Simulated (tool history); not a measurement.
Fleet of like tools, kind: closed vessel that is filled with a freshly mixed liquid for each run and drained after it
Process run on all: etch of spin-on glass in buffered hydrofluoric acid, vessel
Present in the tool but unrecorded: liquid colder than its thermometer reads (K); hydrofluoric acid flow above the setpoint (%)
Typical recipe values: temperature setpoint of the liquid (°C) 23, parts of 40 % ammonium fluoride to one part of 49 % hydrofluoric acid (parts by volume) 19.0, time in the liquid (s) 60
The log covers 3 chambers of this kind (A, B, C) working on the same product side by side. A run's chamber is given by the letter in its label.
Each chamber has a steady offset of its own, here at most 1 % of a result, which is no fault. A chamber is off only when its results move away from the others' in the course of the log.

run   hour  temperature setpoint of the liquid (°C)  parts of 40 % ammonium fluoride to one part of 49 % hydrofluoric acid (parts by volume)  time in the liquid (s)  hours since the thermometer was replaced  hours since the hydrofluoric acid flow meter was replaced  read-back film thickness of the spin-on glass reference wafer, read on the same gauge (nm)  thickness taken off the spin-on glass on a monitor wafer (nm)
 1B    7.8                                       23                                                                                     19.0                      60                                     861.4                                                      437.0                                                                                      49.993                                                        110.690
 2A   19.7                                       23                                                                                     19.0                      60                                     276.5                                                      577.8                                                                                      50.004                                                        112.360
 3C   27.6                                       23                                                                                     19.0                      60                                     932.9                                                      916.1                                                                                      50.025                                                        112.980
 4C   34.0                                       23                                                                                     19.0                      60                                     939.3                                                      922.5                                                                                      50.003                                                        111.720
 5B   44.3                                       23                                                                                     19.0                      60                                     897.9                                                      473.5                                                                                      49.996                                                        112.130
 6A   54.8                                       23                                                                                     19.0                      60                                     311.6                                                      612.9                                                                                      50.019                                                        111.650
 7A   65.0                                       23                                                                                     19.0                      60                                     321.8                                                      623.1                                                                                      50.002                                                        110.290
 8B   75.6                                       23                                                                                     22.5                      60                                     929.2                                                      504.8                                                                                      50.005                                                         96.865
 9C   86.8                                       23                                                                                     22.5                      60                                     992.1                                                      975.3                                                                                      50.004                                                         97.556
      91.7  -- chamber A: hydrofluoric acid flow meter replaced
10A   99.1                                       23                                                                                     22.5                      60                                     355.9                                                        7.4                                                                                      49.989                                                         96.679
11B  113.2                                       23                                                                                     19.0                      60                                     966.8                                                      542.4                                                                                      50.043                                                        113.930
     115.4  -- chamber C: hydrofluoric acid flow meter replaced
12C  123.7                                       23                                                                                     19.0                      60                                    1029.0                                                        8.4                                                                                      50.021                                                        111.520
13A  134.7                                       23                                                                                     19.0                      60                                     391.5                                                       43.0                                                                                      49.989                                                        109.620
14C  147.7                                       23                                                                                     19.0                      60                                    1053.0                                                       32.4                                                                                      50.006                                                        110.970
15B  161.7                                       23                                                                                     19.0                      60                                    1015.3                                                      590.9                                                                                      49.975                                                        112.470
16A  175.0                                       23                                                                                     19.0                      60                                     431.8                                                       83.3                                                                                      50.012                                                        111.310
17B  186.4                                       23                                                                                     19.0                      60                                    1040.0                                                      615.6                                                                                      50.019                                                        113.510
18C  193.2                                       23                                                                                     19.0                      60                                    1098.5                                                       77.9                                                                                      50.006                                                        111.710
19C  199.9                                       23                                                                                     19.0                      60                                    1105.2                                                       84.6                                                                                      49.994                                                        111.550
20A  209.9                                       23                                                                                     19.0                      60                                     466.7                                                      118.2                                                                                      50.008                                                        112.310
21B  217.2                                       23                                                                                     19.0                      60                                    1070.8                                                      646.4                                                                                      50.017                                                        114.410
22C  229.7                                       23                                                                                     19.0                      60                                    1135.0                                                      114.4                                                                                      50.000                                                        111.910
23B  240.2                                       23                                                                                     14.0                      60                                    1093.8                                                      669.4                                                                                      49.996                                                        155.940
24A  251.8                                       23                                                                                     14.0                      60                                     508.6                                                      160.1                                                                                      50.041                                                        150.850
25A  261.9                                       23                                                                                     14.0                      60                                     518.7                                                      170.2                                                                                      50.006                                                        150.660
26C  272.1                                       23                                                                                     19.0                      60                                    1177.4                                                      156.8                                                                                      50.014                                                        110.880
27B  278.5                                       23                                                                                     19.0                      60                                    1132.1                                                      707.7                                                                                      50.028                                                        115.380
28B  286.1                                       23                                                                                     19.0                      60                                    1139.7                                                      715.3                                                                                      49.995                                                        114.250
29A  294.9                                       23                                                                                     19.0                      60                                     551.7                                                      203.2                                                                                      49.966                                                        112.060
30C  303.0                                       23                                                                                     19.0                      30                                    1208.3                                                      187.7                                                                                      50.017                                                         55.499
31B  315.9                                       23                                                                                     19.0                      30                                    1169.5                                                      745.1                                                                                      49.982                                                         56.947
32A  329.2                                       23                                                                                     19.0                      30                                     586.0                                                      237.5                                                                                      49.992                                                         55.009
33C  341.4                                       23                                                                                     19.0                      60                                    1246.7                                                      226.1                                                                                      50.000                                                        111.550
34A  352.9                                       23                                                                                     19.0                      60                                     609.7                                                      261.2                                                                                      50.007                                                        110.310
35B  361.5                                       23                                                                                     19.0                      60                                    1215.1                                                      790.7                                                                                      50.019                                                        116.460
36C  372.4                                       23                                                                                     19.0                      60                                    1277.7                                                      257.1                                                                                      50.010                                                        110.410
37C  381.9                                       23                                                                                     19.0                      60                                    1287.2                                                      266.6                                                                                      49.993                                                        110.620
38B  394.3                                       23                                                                                     19.0                      60                                    1247.9                                                      823.5                                                                                      50.023                                                        116.890
39A  402.2                                       23                                                                                     19.0                      60                                     659.0                                                      310.5                                                                                      50.014                                                        110.410
40A  416.6                                       23                                                                                     26.0                      60                                     673.4                                                      324.9                                                                                      49.991                                                         87.615
41C  428.0                                       23                                                                                     26.0                      60                                    1333.3                                                      312.7                                                                                      50.019                                                         88.623
42B  436.4                                       23                                                                                     26.0                      60                                    1290.0                                                      865.6                                                                                      50.000                                                         92.537
43C  446.9                                       23                                                                                     12.5                      60                                    1352.2                                                      331.6                                                                                      50.005                                                        166.730
44B  454.6                                       23                                                                                     12.5                      60                                    1308.2                                                      883.8                                                                                      49.984                                                        180.250

Has any chamber moved away from the others, gradually or after a service, or does the common gauge drift, or do the chambers differ only by their own small steady offsets? State the chamber and the most likely cause if one applies.

It is chamber B that slowly wanders off from its peers.
Cause: hydrofluoric acid flow above the setpoint (%) = 7.02.
The log may not separate it from: liquid hotter than its thermometer reads (K).

Here are 4 candidates for chamber B's next run, each the usual settings with a change, their results left as question marks. Which one brings its results back in line with what the others give on the usual settings?
Allowed miss from the other chambers' usual-settings mean, per result, to count as in line: thickness taken off the spin-on glass on a monitor wafer (nm) 3.500
45B-1  465.1                                     25.5                                                                                     19.0                      60                                                                                                                                                                                                                                                               ?
45B-2  465.1                                     24.0                                                                                     19.0                      60                                                                                                                                                                                                                                                               ?
45B-3  465.1                                     22.0                                                                                     20.5                      60                                                                                                                                                                                                                                                               ?
45B-4  465.1                                     22.5                                                                                     20.0                      60                                                                                                                                                                                                                                                               ?

What the other chambers average on the usual settings: thickness taken off the spin-on glass on a monitor wafer (nm) 111.160
  run  thickness taken off the spin-on glass on a monitor wafer (nm)
45B-1                                                        136.350
45B-2                                                        125.860
45B-3                                                        104.670
45B-4                                                        110.230
45B-4 is the one that brings the chamber's results back in line with the other chambers.
